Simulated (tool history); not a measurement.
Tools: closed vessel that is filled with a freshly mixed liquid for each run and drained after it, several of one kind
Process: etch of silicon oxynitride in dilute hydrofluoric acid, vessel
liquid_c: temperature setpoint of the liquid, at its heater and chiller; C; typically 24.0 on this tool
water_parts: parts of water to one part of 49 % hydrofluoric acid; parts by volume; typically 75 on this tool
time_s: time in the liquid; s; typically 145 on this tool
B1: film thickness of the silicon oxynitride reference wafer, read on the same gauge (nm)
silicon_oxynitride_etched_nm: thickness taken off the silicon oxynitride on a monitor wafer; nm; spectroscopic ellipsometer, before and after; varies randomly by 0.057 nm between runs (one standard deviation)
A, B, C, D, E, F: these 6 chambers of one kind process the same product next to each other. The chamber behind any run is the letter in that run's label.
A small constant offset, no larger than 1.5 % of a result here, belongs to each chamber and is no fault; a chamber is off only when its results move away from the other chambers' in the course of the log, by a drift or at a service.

{"run": "1A", "hour": 4.4, "liquid_c": 24.0, "water_parts": 75, "time_s": 145, "B1": 140.02, "silicon_oxynitride_etched_nm": 8.6993}
{"run": "2C", "hour": 13.1, "liquid_c": 24.0, "water_parts": 75, "time_s": 145, "B1": 140.0, "silicon_oxynitride_etched_nm": 8.6952}
{"run": "3E", "hour": 20.0, "liquid_c": 24.0, "water_parts": 75, "time_s": 145, "B1": 140.0, "silicon_oxynitride_etched_nm": 8.6774}
{"run": "4B", "hour": 25.8, "liquid_c": 24.0, "water_parts": 75, "time_s": 145, "B1": 140.01, "silicon_oxynitride_etched_nm": 8.6716}
{"hour": 26.3, "done": "chamber C: hydrofluoric acid flow meter replaced"}
{"run": "5D", "hour": 34.7, "liquid_c": 24.0, "water_parts": 75, "time_s": 145, "B1": 140.03, "silicon_oxynitride_etched_nm": 8.6484}
{"run": "6F", "hour": 43.0, "liquid_c": 24.0, "water_parts": 75, "time_s": 145, "B1": 139.98, "silicon_oxynitride_etched_nm": 8.6925}
{"run": "7D", "hour": 47.7, "liquid_c": 24.0, "water_parts": 75, "time_s": 145, "B1": 139.99, "silicon_oxynitride_etched_nm": 8.6176}
{"run": "8A", "hour": 54.1, "liquid_c": 25.5, "water_parts": 50, "time_s": 145, "B1": 139.99, "silicon_oxynitride_etched_nm": 14.311}
{"run": "9F", "hour": 62.0, "liquid_c": 25.5, "water_parts": 50, "time_s": 145, "B1": 139.99, "silicon_oxynitride_etched_nm": 14.191}
{"run": "10E", "hour": 68.0, "liquid_c": 25.5, "water_parts": 50, "time_s": 145, "B1": 139.98, "silicon_oxynitride_etched_nm": 14.062}
{"run": "11C", "hour": 74.5, "liquid_c": 25.5, "water_parts": 50, "time_s": 145, "B1": 140.01, "silicon_oxynitride_etched_nm": 14.061}
{"hour": 80.4, "done": "chamber F: hydrofluoric acid flow meter replaced"}
{"run": "12B", "hour": 82.1, "liquid_c": 25.5, "water_parts": 50, "time_s": 145, "B1": 140.02, "silicon_oxynitride_etched_nm": 14.493}
{"run": "13A", "hour": 87.5, "liquid_c": 25.5, "water_parts": 50, "time_s": 145, "B1": 139.99, "silicon_oxynitride_etched_nm": 14.178}
{"run": "14F", "hour": 92.3, "liquid_c": 24.0, "water_parts": 75, "time_s": 145, "B1": 140.02, "silicon_oxynitride_etched_nm": 8.5373}
{"run": "15E", "hour": 98.1, "liquid_c": 24.0, "water_parts": 75, "time_s": 145, "B1": 140.01, "silicon_oxynitride_etched_nm": 8.6186}
{"run": "16B", "hour": 102.6, "liquid_c": 29.0, "water_parts": 75, "time_s": 145, "B1": 139.99, "silicon_oxynitride_etched_nm": 11.247}
{"run": "17C", "hour": 108.4, "liquid_c": 29.0, "water_parts": 75, "time_s": 145, "B1": 140.03, "silicon_oxynitride_etched_nm": 10.958}
{"run": "18D", "hour": 113.1, "liquid_c": 29.0, "water_parts": 75, "time_s": 145, "B1": 139.99, "silicon_oxynitride_etched_nm": 10.773}
{"run": "19A", "hour": 119.6, "liquid_c": 29.0, "water_parts": 75, "time_s": 145, "B1": 140.0, "silicon_oxynitride_etched_nm": 11.079}
{"run": "20F", "hour": 125.4, "liquid_c": 29.0, "water_parts": 75, "time_s": 145, "B1": 139.96, "silicon_oxynitride_etched_nm": 10.953}
{"run": "21D", "hour": 131.1, "liquid_c": 29.0, "water_parts": 75, "time_s": 145, "B1": 140.01, "silicon_oxynitride_etched_nm": 10.882}
{"run": "22C", "hour": 137.5, "liquid_c": 24.0, "water_parts": 75, "time_s": 145, "B1": 140.0, "silicon_oxynitride_etched_nm": 8.7173}
{"run": "23B", "hour": 145.0, "liquid_c": 24.0, "water_parts": 75, "time_s": 145, "B1": 140.02, "silicon_oxynitride_etched_nm": 9.1106}
{"run": "24E", "hour": 152.0, "liquid_c": 24.0, "water_parts": 75, "time_s": 145, "B1": 139.98, "silicon_oxynitride_etched_nm": 8.728}
{"run": "25C", "hour": 157.0, "liquid_c": 24.0, "water_parts": 75, "time_s": 145, "B1": 140.01, "silicon_oxynitride_etched_nm": 8.6259}
{"hour": 161.1, "done": "chamber D: hydrofluoric acid flow meter replaced"}
{"run": "26F", "hour": 165.0, "liquid_c": 24.0, "water_parts": 75, "time_s": 145, "B1": 139.98, "silicon_oxynitride_etched_nm": 8.7072}
{"run": "27B", "hour": 171.1, "liquid_c": 24.0, "water_parts": 75, "time_s": 145, "B1": 140.01, "silicon_oxynitride_etched_nm": 9.1639}
{"run": "28E", "hour": 176.3, "liquid_c": 24.0, "water_parts": 75, "time_s": 145, "B1": 140.01, "silicon_oxynitride_etched_nm": 8.6406}
{"run": "29A", "hour": 180.5, "liquid_c": 26.0, "water_parts": 75, "time_s": 145, "B1": 140.01, "silicon_oxynitride_etched_nm": 9.6361}
{"run": "30D", "hour": 185.3, "liquid_c": 26.0, "water_parts": 75, "time_s": 145, "B1": 140.02, "silicon_oxynitride_etched_nm": 9.5573}
{"run": "31A", "hour": 191.2, "liquid_c": 26.0, "water_parts": 75, "time_s": 145, "B1": 139.98, "silicon_oxynitride_etched_nm": 9.6979}
{"run": "32D", "hour": 199.8, "liquid_c": 26.0, "water_parts": 75, "time_s": 145, "B1": 140.01, "silicon_oxynitride_etched_nm": 9.5862}
{"run": "33B", "hour": 208.9, "liquid_c": 26.0, "water_parts": 75, "time_s": 145, "B1": 140.03, "silicon_oxynitride_etched_nm": 10.077}
{"run": "34C", "hour": 214.9, "liquid_c": 26.0, "water_parts": 75, "time_s": 145, "B1": 139.99, "silicon_oxynitride_etched_nm": 9.5193}
{"run": "35E", "hour": 220.2, "liquid_c": 24.0, "water_parts": 75, "time_s": 145, "B1": 139.99, "silicon_oxynitride_etched_nm": 8.6146}
{"run": "36F", "hour": 228.6, "liquid_c": 28.5, "water_parts": 75, "time_s": 110, "B1": 140.0, "silicon_oxynitride_etched_nm": 8.1721}
{"run": "37A", "hour": 233.8, "liquid_c": 28.5, "water_parts": 75, "time_s": 110, "B1": 140.0, "silicon_oxynitride_etched_nm": 8.1188}
{"run": "38D", "hour": 238.3, "liquid_c": 28.5, "water_parts": 75, "time_s": 110, "B1": 139.99, "silicon_oxynitride_etched_nm": 8.1009}
{"run": "39B", "hour": 247.1, "liquid_c": 28.5, "water_parts": 75, "time_s": 110, "B1": 140.0, "silicon_oxynitride_etched_nm": 8.7345}
{"run": "40F", "hour": 255.1, "liquid_c": 28.5, "water_parts": 75, "time_s": 110, "B1": 140.02, "silicon_oxynitride_etched_nm": 8.1506}
{"run": "41C", "hour": 260.2, "liquid_c": 28.5, "water_parts": 75, "time_s": 110, "B1": 140.0, "silicon_oxynitride_etched_nm": 8.1742}

Each of the 6 chambers runs these same settings next. Fill in every chamber's results:
{"run": "42A", "hour": 266.8, "liquid_c": 24.0, "water_parts": 75, "time_s": 145, "silicon_oxynitride_etched_nm": "?"}
{"run": "42B", "hour": 266.8, "liquid_c": 24.0, "water_parts": 75, "time_s": 145, "silicon_oxynitride_etched_nm": "?"}
{"run": "42C", "hour": 266.8, "liquid_c": 24.0, "water_parts": 75, "time_s": 145, "silicon_oxynitride_etched_nm": "?"}
{"run": "42D", "hour": 266.8, "liquid_c": 24.0, "water_parts": 75, "time_s": 145, "silicon_oxynitride_etched_nm": "?"}
{"run": "42E", "hour": 266.8, "liquid_c": 24.0, "water_parts": 75, "time_s": 145, "silicon_oxynitride_etched_nm": "?"}
{"run": "42F", "hour": 266.8, "liquid_c": 24.0, "water_parts": 75, "time_s": 145, "silicon_oxynitride_etched_nm": "?"}

run=42A silicon_oxynitride_etched_nm=8.7580
run=42B silicon_oxynitride_etched_nm=9.3588
run=42C silicon_oxynitride_etched_nm=8.5571
run=42D silicon_oxynitride_etched_nm=8.7344
run=42E silicon_oxynitride_etched_nm=8.6546
run=42F silicon_oxynitride_etched_nm=8.7621
